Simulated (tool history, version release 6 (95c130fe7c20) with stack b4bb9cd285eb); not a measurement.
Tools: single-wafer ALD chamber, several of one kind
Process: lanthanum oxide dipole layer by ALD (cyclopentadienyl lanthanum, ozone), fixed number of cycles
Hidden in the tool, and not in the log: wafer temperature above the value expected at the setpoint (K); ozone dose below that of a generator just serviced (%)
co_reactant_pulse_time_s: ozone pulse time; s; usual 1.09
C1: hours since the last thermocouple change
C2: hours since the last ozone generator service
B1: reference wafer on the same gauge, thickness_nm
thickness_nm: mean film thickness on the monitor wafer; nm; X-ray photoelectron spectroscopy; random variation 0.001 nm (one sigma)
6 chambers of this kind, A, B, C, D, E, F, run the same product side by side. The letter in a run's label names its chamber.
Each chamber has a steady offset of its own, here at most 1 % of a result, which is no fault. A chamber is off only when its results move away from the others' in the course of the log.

-- hour=0.4 chamber B: ozone generator serviced
run 1B hour=8.4 | co_reactant_pulse_time_s=1.09 | C1=1854.3 C2=8.0 | B1=0.45083 | thickness_nm=0.51775
run 2F hour=14.2 | co_reactant_pulse_time_s=1.09 | C1=320.3 C2=1579.7 | B1=0.45070 | thickness_nm=0.50886
run 3E hour=23.8 | co_reactant_pulse_time_s=1.09 | C1=199.2 C2=130.2 | B1=0.45105 | thickness_nm=0.51524
run 4A hour=33.3 | co_reactant_pulse_time_s=1.09 | C1=354.4 C2=1408.6 | B1=0.45079 | thickness_nm=0.51015
run 5D hour=42.6 | co_reactant_pulse_time_s=1.09 | C1=1177.6 C2=613.4 | B1=0.45108 | thickness_nm=0.51708
run 6C hour=50.0 | co_reactant_pulse_time_s=1.09 | C1=1191.5 C2=297.5 | B1=0.45115 | thickness_nm=0.51233
run 7C hour=55.7 | co_reactant_pulse_time_s=1.09 | C1=1197.2 C2=303.2 | B1=0.45087 | thickness_nm=0.51118
run 8B hour=62.6 | co_reactant_pulse_time_s=1.09 | C1=1908.5 C2=62.2 | B1=0.45111 | thickness_nm=0.51741
run 9F hour=70.7 | co_reactant_pulse_time_s=1.09 | C1=376.8 C2=1636.2 | B1=0.45120 | thickness_nm=0.51232
run 10D hour=75.1 | co_reactant_pulse_time_s=1.09 | C1=1210.1 C2=645.9 | B1=0.45084 | thickness_nm=0.51769
run 11E hour=80.7 | co_reactant_pulse_time_s=1.09 | C1=256.1 C2=187.1 | B1=0.45117 | thickness_nm=0.51545
run 12A hour=88.2 | co_reactant_pulse_time_s=1.09 | C1=409.3 C2=1463.5 | B1=0.45102 | thickness_nm=0.51166
run 13A hour=93.7 | co_reactant_pulse_time_s=1.09 | C1=414.8 C2=1469.0 | B1=0.45097 | thickness_nm=0.50898
run 14B hour=101.0 | co_reactant_pulse_time_s=0.75 | C1=1946.9 C2=100.6 | B1=0.45086 | thickness_nm=0.45512
run 15E hour=110.2 | co_reactant_pulse_time_s=0.75 | C1=285.6 C2=216.6 | B1=0.45091 | thickness_nm=0.45254
run 16C hour=116.1 | co_reactant_pulse_time_s=0.75 | C1=1257.6 C2=363.6 | B1=0.45112 | thickness_nm=0.44717
run 17F hour=122.2 | co_reactant_pulse_time_s=0.75 | C1=428.3 C2=1687.7 | B1=0.45114 | thickness_nm=0.44491
run 18D hour=127.4 | co_reactant_pulse_time_s=0.75 | C1=1262.4 C2=698.2 | B1=0.45098 | thickness_nm=0.45031
run 19C hour=131.7 | co_reactant_pulse_time_s=0.75 | C1=1273.2 C2=379.2 | B1=0.45102 | thickness_nm=0.44526
-- hour=136.5 chamber F: ozone generator serviced
run 20F hour=136.8 | co_reactant_pulse_time_s=1.09 | C1=442.9 C2=0.3 | B1=0.45099 | thickness_nm=0.51174
run 21A hour=146.7 | co_reactant_pulse_time_s=1.09 | C1=467.8 C2=1522.0 | B1=0.45115 | thickness_nm=0.51102
run 22D hour=154.1 | co_reactant_pulse_time_s=0.88 | C1=1289.1 C2=724.9 | B1=0.45109 | thickness_nm=0.48370
run 23B hour=159.4 | co_reactant_pulse_time_s=0.88 | C1=2005.3 C2=159.0 | B1=0.45128 | thickness_nm=0.48354
run 24E hour=163.9 | co_reactant_pulse_time_s=0.88 | C1=339.3 C2=270.3 | B1=0.45076 | thickness_nm=0.47923
run 25E hour=170.1 | co_reactant_pulse_time_s=0.88 | C1=345.5 C2=276.5 | B1=0.45061 | thickness_nm=0.48210
run 26D hour=174.6 | co_reactant_pulse_time_s=0.88 | C1=1309.6 C2=745.4 | B1=0.45101 | thickness_nm=0.48379
run 27B hour=179.8 | co_reactant_pulse_time_s=0.88 | C1=2025.7 C2=179.4 | B1=0.45119 | thickness_nm=0.48413
run 28A hour=186.8 | co_reactant_pulse_time_s=1.09 | C1=507.9 C2=1562.1 | B1=0.45099 | thickness_nm=0.50984
run 29F hour=194.0 | co_reactant_pulse_time_s=1.09 | C1=500.1 C2=57.5 | B1=0.45107 | thickness_nm=0.51015
run 30C hour=200.8 | co_reactant_pulse_time_s=1.09 | C1=1342.3 C2=448.3 | B1=0.45085 | thickness_nm=0.50274
run 31B hour=205.5 | co_reactant_pulse_time_s=1.09 | C1=2051.4 C2=205.1 | B1=0.45106 | thickness_nm=0.51881
run 32F hour=213.2 | co_reactant_pulse_time_s=1.09 | C1=519.3 C2=76.7 | B1=0.45093 | thickness_nm=0.51291
run 33D hour=222.6 | co_reactant_pulse_time_s=1.09 | C1=1357.6 C2=793.4 | B1=0.45116 | thickness_nm=0.51743
run 34A hour=231.0 | co_reactant_pulse_time_s=1.09 | C1=552.1 C2=1606.3 | B1=0.45107 | thickness_nm=0.51257
run 35E hour=240.1 | co_reactant_pulse_time_s=1.09 | C1=415.5 C2=346.5 | B1=0.45078 | thickness_nm=0.51341
run 36C hour=247.2 | co_reactant_pulse_time_s=1.09 | C1=1388.7 C2=494.7 | B1=0.45087 | thickness_nm=0.50207
run 37C hour=254.6 | co_reactant_pulse_time_s=1.09 | C1=1396.1 C2=502.1 | B1=0.45119 | thickness_nm=0.50151
run 38A hour=259.5 | co_reactant_pulse_time_s=1.09 | C1=580.6 C2=1634.8 | B1=0.45101 | thickness_nm=0.51024
run 39E hour=265.3 | co_reactant_pulse_time_s=1.09 | C1=440.7 C2=371.7 | B1=0.45130 | thickness_nm=0.51349

All 6 chambers run these settings next. Forecast each chamber's results:
run 40A hour=272.4 | co_reactant_pulse_time_s=1.09 | thickness_nm=?
run 40B hour=272.4 | co_reactant_pulse_time_s=1.09 | thickness_nm=?
run 40C hour=272.4 | co_reactant_pulse_time_s=1.09 | thickness_nm=?
run 40D hour=272.4 | co_reactant_pulse_time_s=1.09 | thickness_nm=?
run 40E hour=272.4 | co_reactant_pulse_time_s=1.09 | thickness_nm=?
run 40F hour=272.4 | co_reactant_pulse_time_s=1.09 | thickness_nm=?

run=40A thickness_nm=0.50890
run=40B thickness_nm=0.51681
run=40C thickness_nm=0.50184
run=40D thickness_nm=0.51664
run=40E thickness_nm=0.51405
run=40F thickness_nm=0.51161
